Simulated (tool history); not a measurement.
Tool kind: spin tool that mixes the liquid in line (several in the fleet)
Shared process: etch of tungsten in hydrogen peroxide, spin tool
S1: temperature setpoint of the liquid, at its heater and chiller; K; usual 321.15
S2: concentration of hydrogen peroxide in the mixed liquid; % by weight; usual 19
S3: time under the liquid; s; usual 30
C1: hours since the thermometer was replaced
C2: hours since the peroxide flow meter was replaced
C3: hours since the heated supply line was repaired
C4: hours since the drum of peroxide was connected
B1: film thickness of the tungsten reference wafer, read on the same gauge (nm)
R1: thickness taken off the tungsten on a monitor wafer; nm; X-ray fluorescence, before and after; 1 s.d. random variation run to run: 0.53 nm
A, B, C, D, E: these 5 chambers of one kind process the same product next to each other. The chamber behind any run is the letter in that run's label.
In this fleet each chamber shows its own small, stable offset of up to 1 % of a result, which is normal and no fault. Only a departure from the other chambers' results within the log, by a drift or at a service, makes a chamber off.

run	hour	S1	S2	S3	C1	C2	C3	C4	B1	R1
1E	8	321.15	19	30	248.2	857.3	1067.4	213.3	90.044	71.441
2B	13	321.15	19	30	1710.5	695.6	473	710.2	90.055	71.71
3D	22.1	321.15	19	30	1212	1779.8	1070.4	33.1	90.013	71.693
4C	30.7	321.15	19	30	512.9	414.2	749.1	198.5	90.008	72.705
5A	42	316.65	19	30	923.8	1132.1	630.2	793.7	90.011	54.997
6E	50.5	316.65	19	30	290.7	899.8	1109.9	255.8	89.966	54.169
7C	55.6	316.65	19	30	537.8	439.1	774	223.4	89.994	54.515
8B	66.4	316.65	19	30	1763.9	749	526.4	763.6	90.016	54.267
9A	75.3	316.65	19	30	957.1	1165.4	663.5	827	89.984	54.171
10D	84.1	317.65	19	30	1274	1841.8	1132.4	95.1	90.031	57.788
# hour 88.4: chamber C: thermometer replaced
11C	91.8	317.65	19	30	3.4	475.3	810.2	259.6	89.98	57.648
12A	98	317.65	19	30	979.8	1188.1	686.2	849.7	90.013	58.278
13B	109.2	317.65	19	30	1806.7	791.8	569.2	806.4	90.002	59.334
14D	114.6	317.65	19	30	1304.5	1872.3	1162.9	125.6	89.995	58.644
15E	122	321.15	19	30	362.2	971.3	1181.4	327.3	89.984	72.208
# hour 125.5: chamber E: new drum of peroxide connected
16A	127.5	321.15	19	30	1009.3	1217.6	715.7	879.2	90.005	71.936
17B	138.8	324.65	19	15	1836.3	821.4	598.8	836	89.999	44.91
# hour 141.5: chamber C: peroxide flow meter replaced
18D	146.6	324.65	19	15	1336.5	1904.3	1194.9	157.6	90.016	44.641
19E	157.3	324.65	19	15	397.5	1006.6	1216.7	31.8	89.998	44.417
20C	166.8	324.65	19	15	78.4	25.4	885.2	334.6	90.008	43.439
21B	174	324.65	19	15	1871.5	856.6	634	871.2	90.016	45.526
22E	179.1	321.15	19	30	419.3	1028.4	1238.5	53.6	90.048	72.321
23A	188.8	321.15	19	30	1070.6	1278.9	777	940.5	90.017	71.328
24C	195.4	317.15	16	30	107	54	913.8	363.2	90.01	49.459
25D	200.5	317.15	16	30	1390.4	1958.2	1248.8	211.5	90.027	51.941
26B	205.6	317.15	16	30	1903.1	888.2	665.6	902.8	90.003	51.767
27A	216.9	317.15	16	30	1098.7	1307	805.1	968.6	89.98	51.639
# hour 221.9: chamber E: peroxide flow meter replaced
28E	223.1	317.15	16	30	463.3	1.2	1282.5	97.6	89.998	51.692
# hour 227: chamber B: peroxide flow meter replaced
29D	230.4	321.15	19	30	1420.3	1988.1	1278.7	241.4	89.985	72.574
30C	241.5	321.15	19	30	153.1	100.1	959.9	409.3	89.981	69.43
31C	247.3	321.15	19	30	158.9	105.9	965.7	415.1	90.005	68.94
32A	257.9	321.15	19	30	1139.7	1348	846.1	1009.6	90.032	71.854
33E	265.8	321.15	19	30	506	43.9	1325.2	140.3	90.02	71.861
34D	272	321.15	22	30	1461.9	2029.7	1320.3	283	89.985	76.926
35B	277.1	321.15	22	30	1974.6	50.1	737.1	974.3	89.984	78.245
36C	285.9	321.15	22	30	197.5	144.5	1004.3	453.7	89.986	72.111
37E	291.8	321.15	22	30	532	69.9	1351.2	166.3	90.019	77.891

Each of the 5 chambers runs these same settings next. Fill in every chamber's results:
38A	300	321.15	19	20						?
38B	300	321.15	19	20						?
38C	300	321.15	19	20						?
38D	300	321.15	19	20						?
38E	300	321.15	19	20						?

run	R1
38A	47.436
38B	48.245
38C	44.971
38D	47.514
38E	47.902
